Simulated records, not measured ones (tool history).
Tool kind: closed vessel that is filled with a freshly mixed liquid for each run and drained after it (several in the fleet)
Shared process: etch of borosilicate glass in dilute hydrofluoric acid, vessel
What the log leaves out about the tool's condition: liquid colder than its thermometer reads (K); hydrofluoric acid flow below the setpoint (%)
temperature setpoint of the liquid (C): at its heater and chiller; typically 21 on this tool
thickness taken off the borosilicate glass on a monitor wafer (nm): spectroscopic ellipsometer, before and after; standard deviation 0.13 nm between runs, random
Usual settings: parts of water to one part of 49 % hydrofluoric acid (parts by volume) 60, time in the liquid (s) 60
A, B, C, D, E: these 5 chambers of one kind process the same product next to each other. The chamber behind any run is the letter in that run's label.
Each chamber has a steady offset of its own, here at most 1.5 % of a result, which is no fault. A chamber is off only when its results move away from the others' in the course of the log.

run   hour  temperature setpoint of the liquid (C)  parts of water to one part of 49 % hydrofluoric acid (parts by volume)  time in the liquid (s)  hours since the thermometer was replaced  hours since the hydrofluoric acid flow meter was replaced  read-back film thickness of the borosilicate glass reference wafer, read on the same gauge (nm)  thickness taken off the borosilicate glass on a monitor wafer (nm)
 1E    7.7                                      21                                                                      60                      60                                    1732.4                                                     1370.3                                                                                           130.02                                                              20.469
       9.6  -- chamber C: hydrofluoric acid flow meter replaced
 2A     19                                      21                                                                      60                      60                                      41.3                                                       98.7                                                                                              130                                                               20.24
 3B   32.3                                      21                                                                      60                      60                                     204.9                                                      830.7                                                                                           129.99                                                              20.633
 4C   42.5                                      21                                                                      60                      60                                     573.6                                                       32.9                                                                                           130.01                                                              20.046
      55.3  -- chamber E: hydrofluoric acid flow meter replaced
 5D   56.6                                      21                                                                      60                      60                                     202.2                                                     1388.8                                                                                              130                                                              20.374
 6B   63.2                                      21                                                                      60                      60                                     235.8                                                      861.6                                                                                           130.03                                                              20.561
 7E   69.9                                      21                                                                      60                      60                                    1794.6                                                       14.7                                                                                           129.98                                                              20.215
 8C     81                                      21                                                                      60                      60                                     612.1                                                       71.4                                                                                           130.01                                                              20.086
 9D   92.6                                      21                                                                      60                      60                                     238.2                                                     1424.8                                                                                           130.01                                                              20.126
10A  106.8                                      21                                                                      60                      60                                     129.1                                                      186.5                                                                                              130                                                              20.181
11D  113.6                                      21                                                                      60                      60                                     259.2                                                     1445.8                                                                                           129.99                                                              20.216
     122.4  -- chamber B: hydrofluoric acid flow meter replaced
12A  127.9                                      21                                                                      60                      95                                     150.2                                                      207.6                                                                                              130                                                              31.993
13C  135.5                                      21                                                                      60                      95                                     666.6                                                      125.9                                                                                           130.01                                                              31.826
14B  149.1                                      21                                                                      60                      95                                     321.7                                                       26.8                                                                                           129.98                                                              32.425
15E  161.2                                      21                                                                      60                      95                                    1885.9                                                        106                                                                                           130.02                                                              32.238
16E  169.1                                      21                                                                      60                      95                                    1893.8                                                      113.9                                                                                           130.03                                                              32.413
17B  182.2                                      21                                                                      60                      60                                     354.8                                                       59.9                                                                                           129.97                                                              20.651
18A  193.8                                      21                                                                      60                      60                                     216.1                                                      273.5                                                                                           130.01                                                               20.25
19D  203.6                                      21                                                                      60                      60                                     349.2                                                     1535.8                                                                                           130.04                                                              20.194
20C  218.8                                      21                                                                      60                      60                                     749.9                                                      209.2                                                                                              130                                                                20.1
21D  228.9                                      21                                                                      60                      60                                     374.5                                                     1561.1                                                                                           129.99                                                              20.202
22B  236.8                                      21                                                                      60                      60                                     409.4                                                      114.5                                                                                           130.03                                                               20.49
23A  247.3                                      21                                                                      60                      60                                     269.6                                                        327                                                                                              130                                                              20.347
24E  256.1                                      21                                                                      60                      60                                    1980.8                                                      200.9                                                                                           130.02                                                              20.329
25C  266.1                                      21                                                                      60                      60                                     797.2                                                      256.5                                                                                           129.98                                                              20.329
26A    278                                      21                                                                      60                      60                                     300.3                                                      357.7                                                                                           129.98                                                              20.464
27C  290.1                                      21                                                                      60                      60                                     821.2                                                      280.5                                                                                           130.01                                                              20.163
28E  299.4                                    17.5                                                                      60                      40                                    2024.1                                                      244.2                                                                                           130.01                                                              11.649
29D    313                                    17.5                                                                      60                      40                                     458.6                                                     1645.2                                                                                           129.98                                                              11.669
30B  324.7                                    17.5                                                                      60                      40                                     497.3                                                      202.4                                                                                           129.99                                                              11.711
31C  334.8                                    17.5                                                                      60                      40                                     865.9                                                      325.2                                                                                           130.04                                                              11.453

Decide between three cases: one chamber stands off from its peers, the gauge reading all wafers drifts, or nothing is wrong past each chamber's small offset. Where a chamber is off, say which and what most likely put it there.

No chamber stands off beyond its own small offset, and the gauge holds steady.
